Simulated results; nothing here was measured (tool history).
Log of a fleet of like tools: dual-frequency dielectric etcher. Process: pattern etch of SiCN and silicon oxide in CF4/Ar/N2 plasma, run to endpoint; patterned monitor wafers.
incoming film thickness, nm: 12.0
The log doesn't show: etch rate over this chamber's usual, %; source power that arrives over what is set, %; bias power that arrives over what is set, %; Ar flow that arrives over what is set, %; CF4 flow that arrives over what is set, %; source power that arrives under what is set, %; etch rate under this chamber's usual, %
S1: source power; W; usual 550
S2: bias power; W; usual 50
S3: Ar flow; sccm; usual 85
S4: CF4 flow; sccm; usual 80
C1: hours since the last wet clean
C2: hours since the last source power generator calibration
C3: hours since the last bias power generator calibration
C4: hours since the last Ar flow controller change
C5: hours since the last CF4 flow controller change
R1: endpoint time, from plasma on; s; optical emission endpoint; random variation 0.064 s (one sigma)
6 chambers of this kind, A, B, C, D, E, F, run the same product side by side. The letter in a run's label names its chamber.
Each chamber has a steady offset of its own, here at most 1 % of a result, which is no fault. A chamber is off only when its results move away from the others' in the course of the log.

Run 1D, hour 4.3: usual settings; C1 251.8; C2 2965.3; C3 1825.7; C4 1531.5; C5 3647.1. Result: R1 12.345 s.
Run 2C, hour 6.2: usual settings; C1 321.7; C2 1685.9; C3 232.2; C4 3127.1; C5 1275.6. Result: R1 12.608 s.
Run 3E, hour 10.3: usual settings; C1 463.2; C2 1981.9; C3 2097; C4 358.7; C5 4474.6. Result: R1 12.401 s.
Run 4F, hour 12.5: usual settings; C1 293.7; C2 1457.6; C3 2064.4; C4 2027.2; C5 547.4. Result: R1 12.503 s.
Run 5B, hour 15.3: usual settings; C1 61; C2 903.9; C3 3015.5; C4 674.3; C5 2554. Result: R1 12.378 s.
Run 6A, hour 17.6: usual settings; C1 161.8; C2 3849.5; C3 2776.3; C4 3938.1; C5 778.1. Result: R1 12.565 s.
Run 7F, hour 21.9: usual settings; C1 303.1; C2 1467; C3 2073.8; C4 2036.6; C5 556.8. Result: R1 12.452 s.
Run 8D, hour 25.7: usual settings but S3 102 sccm; C1 273.2; C2 2986.7; C3 1847.1; C4 1552.9; C5 3668.5. Result: R1 12.742 s.
Run 9C, hour 28.6: usual settings but S3 102 sccm; C1 344.1; C2 1708.3; C3 254.6; C4 3149.5; C5 1298. Result: R1 12.808 s.
Run 10E, hour 32.9: usual settings but S3 102 sccm; C1 485.8; C2 2004.5; C3 2119.6; C4 381.3; C5 4497.2. Result: R1 12.853 s.
Run 11B, hour 36.7: usual settings but S3 102 sccm; C1 82.4; C2 925.3; C3 3036.9; C4 695.7; C5 2575.4. Result: R1 12.786 s.
At hour 39.3: chamber F: wet clean of the chamber.
Run 12A, hour 40.6: usual settings but S3 102 sccm; C1 184.8; C2 3872.5; C3 2799.3; C4 3961.1; C5 801.1. Result: R1 12.901 s.
At hour 42: chamber A: source power generator calibrated.
Run 13F, hour 44: usual settings but S3 102 sccm; C1 4.7; C2 1489.1; C3 2095.9; C4 2058.7; C5 578.9. Result: R1 12.797 s.
Run 14D, hour 46.9: usual settings; C1 294.4; C2 3007.9; C3 1868.3; C4 1574.1; C5 3689.7. Result: R1 12.502 s.
Run 15C, hour 49.6: usual settings; C1 365.1; C2 1729.3; C3 275.6; C4 3170.5; C5 1319. Result: R1 12.417 s.
Run 16A, hour 53.6: usual settings; C1 197.8; C2 11.7; C3 2812.3; C4 3974.1; C5 814.1. Result: R1 12.465 s.
At hour 56.3: chamber C: wet clean of the chamber.
Run 17B, hour 56.5: usual settings; C1 102.2; C2 945.1; C3 3056.7; C4 715.5; C5 2595.2. Result: R1 12.318 s.
Run 18E, hour 59.3: usual settings; C1 512.2; C2 2030.9; C3 2146; C4 407.7; C5 4523.6. Result: R1 12.33 s.
Run 19F, hour 62.8: usual settings; C1 23.5; C2 1507.9; C3 2114.7; C4 2077.5; C5 597.7. Result: R1 12.377 s.
Run 20E, hour 65.2: usual settings; C1 518.1; C2 2036.8; C3 2151.9; C4 413.6; C5 4529.5. Result: R1 12.367 s.
Run 21B, hour 69.1: usual settings; C1 114.8; C2 957.7; C3 3069.3; C4 728.1; C5 2607.8. Result: R1 12.432 s.
Run 22C, hour 71.2: usual settings; C1 14.9; C2 1750.9; C3 297.2; C4 3192.1; C5 1340.6. Result: R1 12.469 s.
Run 23A, hour 74.1: usual settings; C1 218.3; C2 32.2; C3 2832.8; C4 3994.6; C5 834.6. Result: R1 12.509 s.
Run 24D, hour 76.4: usual settings but S3 100 sccm; C1 323.9; C2 3037.4; C3 1897.8; C4 1603.6; C5 3719.2. Result: R1 12.992 s.
Run 25E, hour 80.2: usual settings but S3 100 sccm; C1 533.1; C2 2051.8; C3 2166.9; C4 428.6; C5 4544.5. Result: R1 12.768 s.
Run 26B, hour 84.7: usual settings but S3 100 sccm; C1 130.4; C2 973.3; C3 3084.9; C4 743.7; C5 2623.4. Result: R1 12.739 s.
Run 27F, hour 87.6: usual settings but S3 100 sccm; C1 48.3; C2 1532.7; C3 2139.5; C4 2102.3; C5 622.5. Result: R1 12.819 s.
Run 28C, hour 90.1: usual settings but S3 100 sccm; C1 33.8; C2 1769.8; C3 316.1; C4 3211; C5 1359.5. Result: R1 12.777 s.
Run 29D, hour 92.6: usual settings but S3 100 sccm; C1 340.1; C2 3053.6; C3 1914; C4 1619.8; C5 3735.4. Result: R1 13.059 s.
Run 30A, hour 96.6: usual settings; C1 240.8; C2 54.7; C3 2855.3; C4 4017.1; C5 857.1. Result: R1 12.544 s.
Run 31C, hour 100: usual settings; C1 43.7; C2 1779.7; C3 326; C4 3220.9; C5 1369.4. Result: R1 12.441 s.
Run 32D, hour 104.2: usual settings but S1 490 W; C1 351.7; C2 3065.2; C3 1925.6; C4 1631.4; C5 3747. Result: R1 14.069 s.
Run 33E, hour 106.3: usual settings but S1 490 W; C1 559.2; C2 2077.9; C3 2193; C4 454.7; C5 4570.6. Result: R1 13.887 s.
Run 34A, hour 108.8: usual settings but S1 490 W; C1 253; C2 66.9; C3 2867.5; C4 4029.3; C5 869.3. Result: R1 13.85 s.
Run 35B, hour 112.1: usual settings but S1 490 W; C1 157.8; C2 1000.7; C3 3112.3; C4 771.1; C5 2650.8. Result: R1 13.798 s.
Run 36F, hour 114.2: usual settings but S1 490 W; C1 74.9; C2 1559.3; C3 2166.1; C4 2128.9; C5 649.1. Result: R1 13.939 s.
Run 37A, hour 116.4: usual settings but S1 490 W; C1 260.6; C2 74.5; C3 2875.1; C4 4036.9; C5 876.9. Result: R1 13.934 s.
Run 38F, hour 119.5: usual settings; C1 80.2; C2 1564.6; C3 2171.4; C4 2134.2; C5 654.4. Result: R1 12.505 s.

What goes on in this fleet: one chamber off, a drifting gauge, or nothing beyond the chambers' own small offsets? Name the chamber and the cause, if any.

Chamber D drifts away from the others.
Cause: source power that arrives under what is set, % = 3.3.
The log may not tell that from: etch rate under this chamber's usual, %.

Here are 4 candidates for chamber D's next run, each the usual settings with a change, their results left as question marks. Which one brings its results back in line with what the others give on the usual settings?
In line means no further than this from the other chambers' mean on the usual settings: R1 0.22 s
Run 39D-1, hour 122.8: usual settings but S1 520 W, S2 49 W, S3 86 sccm, S4 79 sccm. Result: R1 ?.
Run 39D-2, hour 122.8: usual settings but S2 46 W. Result: R1 ?.
Run 39D-3, hour 122.8: usual settings but S1 580 W, S2 51 W. Result: R1 ?.
Run 39D-4, hour 122.8: usual settings but S1 570 W. Result: R1 ?.

The other chambers' mean on the usual settings: R1 12.457 s
  run      R1
39D-1  13.586
39D-2  13.094
39D-3  12.112
39D-4  12.376
39D-4 brings the chamber back in line.
